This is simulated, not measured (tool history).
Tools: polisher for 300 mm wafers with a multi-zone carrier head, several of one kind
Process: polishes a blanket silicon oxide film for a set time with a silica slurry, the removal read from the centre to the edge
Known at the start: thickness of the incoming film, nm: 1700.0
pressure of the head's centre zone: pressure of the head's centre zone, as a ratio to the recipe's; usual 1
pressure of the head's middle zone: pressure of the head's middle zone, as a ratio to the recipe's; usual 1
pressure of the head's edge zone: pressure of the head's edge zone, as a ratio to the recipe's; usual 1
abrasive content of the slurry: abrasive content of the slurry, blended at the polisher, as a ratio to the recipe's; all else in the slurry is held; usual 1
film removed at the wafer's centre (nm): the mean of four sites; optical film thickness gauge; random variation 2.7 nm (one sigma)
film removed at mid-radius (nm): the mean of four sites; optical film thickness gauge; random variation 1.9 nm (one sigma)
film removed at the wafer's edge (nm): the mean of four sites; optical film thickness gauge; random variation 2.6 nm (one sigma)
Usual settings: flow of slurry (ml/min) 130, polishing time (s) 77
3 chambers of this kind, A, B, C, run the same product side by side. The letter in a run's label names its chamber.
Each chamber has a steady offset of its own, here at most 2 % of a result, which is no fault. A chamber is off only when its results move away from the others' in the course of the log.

| run | hour | flow of slurry (ml/min) | pressure of the head's centre zone | pressure of the head's middle zone | pressure of the head's edge zone | abrasive content of the slurry | polishing time (s) | film removed at the wafer's centre (nm) | film removed at mid-radius (nm) | film removed at the wafer's edge (nm) |
|---|---|---|---|---|---|---|---|---|---|---|
|  | 3.9 | chamber C: worn pad replaced by a new one |
| 1B | 10 | 130 | 1 | 1 | 1 | 1 | 77 | 202.73 | 200.85 | 198.37 |
|  | 19 | chamber B: slurry nozzle cleaned |
|  | 19.5 | chamber A: worn pad replaced by a new one |
| 2A | 21 | 130 | 1 | 1 | 1 | 1 | 77 | 197.01 | 202.55 | 203.05 |
|  | 29.2 | chamber A: edge zone pressure recalibrated |
| 3C | 30.3 | 130 | 1 | 1 | 1 | 1 | 77 | 209.22 | 205.22 | 204.14 |
|  | 39.3 | chamber B: worn pad replaced by a new one |
| 4B | 41.5 | 130 | 1 | 1 | 1 | 1 | 77 | 204.55 | 205.17 | 201.54 |
| 5C | 54.1 | 130 | 1 | 1 | 1 | 1 | 77 | 205.88 | 201.49 | 200.69 |
| 6A | 61.5 | 130 | 1 | 1 | 1 | 1.2 | 77 | 218.84 | 224.29 | 216.73 |
|  | 62.4 | chamber C: worn pad replaced by a new one |
| 7A | 68.2 | 130 | 1 | 1 | 1 | 1.2 | 77 | 216.35 | 218.48 | 212.92 |
| 8B | 77.2 | 130 | 1 | 1 | 1 | 1.2 | 77 | 216.32 | 219.64 | 217.98 |
| 9C | 88.6 | 130 | 1 | 1 | 1 | 1 | 77 | 201.9 | 204.56 | 205.19 |
|  | 98 | chamber C: centre zone pressure recalibrated |
|  | 101.7 | chamber B: worn pad replaced by a new one |
| 10B | 102.8 | 130 | 1 | 1 | 1 | 1 | 77 | 204.29 | 204.73 | 204.87 |
| 11A | 112 | 130 | 1 | 1 | 1 | 1 | 77 | 200.67 | 202.44 | 203.73 |
| 12C | 126 | 130 | 1 | 1 | 1 | 1 | 77 | 220.48 | 203.92 | 206.7 |
|  | 131.9 | chamber C: worn pad replaced by a new one |
| 13C | 132.9 | 130 | 1 | 1 | 1 | 1 | 77 | 224.03 | 207.68 | 203.4 |
| 14B | 142.9 | 130 | 1 | 1 | 1 | 1 | 77 | 203.27 | 202.72 | 197.12 |
|  | 145.5 | chamber A: worn pad replaced by a new one |
| 15A | 156.3 | 130 | 1 | 1 | 1 | 1.2 | 77 | 216.34 | 215.68 | 217.81 |
|  | 163.3 | chamber B: worn pad replaced by a new one |
| 16B | 168.4 | 130 | 1 | 1 | 1 | 1.2 | 77 | 219.61 | 217.31 | 212.35 |
|  | 171.4 | chamber C: slurry nozzle cleaned |
|  | 173.1 | chamber C: edge zone pressure recalibrated |
| 17A | 179.1 | 130 | 1 | 1 | 1 | 1.2 | 77 | 218.24 | 219.26 | 219.19 |
| 18C | 192.9 | 130 | 1 | 1 | 1 | 1 | 77 | 222.87 | 207.26 | 204.24 |
|  | 194.1 | chamber C: worn pad replaced by a new one |
| 19C | 205.4 | 130 | 1 | 1 | 1 | 1 | 77 | 221.52 | 204.72 | 199.71 |
| 20B | 218.1 | 130 | 1 | 1 | 1 | 1 | 77 | 210.92 | 203.81 | 199.23 |
| 21A | 231 | 130 | 1 | 1 | 1 | 1 | 77 | 196.62 | 203.24 | 201.4 |
|  | 231.6 | chamber B: worn pad replaced by a new one |
| 22B | 241.2 | 130 | 1 | 1 | 1 | 1 | 77 | 201.05 | 204.51 | 198.89 |
|  | 248.9 | chamber A: slurry nozzle cleaned |
|  | 251.6 | chamber A: worn pad replaced by a new one |
| 23A | 252.5 | 130 | 1 | 1 | 1 | 1 | 77 | 207.1 | 208.87 | 205.61 |
|  | 254.4 | chamber C: worn pad replaced by a new one |
| 24C | 262.5 | 130 | 1 | 1 | 1 | 1 | 77 | 226.38 | 200.19 | 206.49 |
|  | 270.8 | chamber B: slurry nozzle cleaned |
| 25A | 277.2 | 130 | 1 | 1 | 1 | 1 | 77 | 199.75 | 202.1 | 206.08 |
| 26B | 289.1 | 130 | 1 | 1 | 1 | 1 | 77 | 197.74 | 201.75 | 200.04 |
| 27C | 298.9 | 130 | 1 | 1 | 1 | 1 | 77 | 223.16 | 203.58 | 209.49 |
| 28C | 307.8 | 130 | 1 | 1 | 1 | 1 | 77 | 227.85 | 204.97 | 202.09 |

Is one chamber off against the others, does the gauge drift, or is nothing wrong? If a chamber is off, say which, and what the likeliest cause is.

A service left chamber C off against the others.
Cause: centre zone's pressure above its setpoint, % = 8.34.

Here are 4 candidates for chamber C's next run, each the usual settings with a change, their results left as question marks. Which one brings its results back in line with what the others give on the usual settings?
In line means no further than this from the other chambers' mean on the usual settings: film removed at the wafer's centre (nm) 9.3; film removed at mid-radius (nm) 6.5; film removed at the wafer's edge (nm) 8.9
| 29C-1 | 318.3 | 125 | 0.93 | 1.03 | 1.02 | 1 | 76 | ? | ? | ? |
| 29C-2 | 318.3 | 120 | 0.85 | 1.06 | 1.03 | 1 | 75 | ? | ? | ? |
| 29C-3 | 318.3 | 140 | 1.17 | 0.94 | 0.96 | 1 | 79 | ? | ? | ? |
| 29C-4 | 318.3 | 135 | 1.07 | 0.97 | 0.98 | 1 | 78 | ? | ? | ? |

The other chambers' mean on the usual settings: film removed at the wafer's centre (nm) 202.68; film removed at mid-radius (nm) 204.02; film removed at the wafer's edge (nm) 201.5
| run | film removed at the wafer's centre (nm) | film removed at mid-radius (nm) | film removed at the wafer's edge (nm) |
|---|---|---|---|
| 29C-1 | 201.51 | 205.31 | 201.73 |
| 29C-2 | 178.17 | 206.11 | 198.7 |
| 29C-3 | 276.22 | 201.06 | 206.94 |
| 29C-4 | 245.57 | 202.8 | 205.32 |
29C-1 brings the chamber back in line.
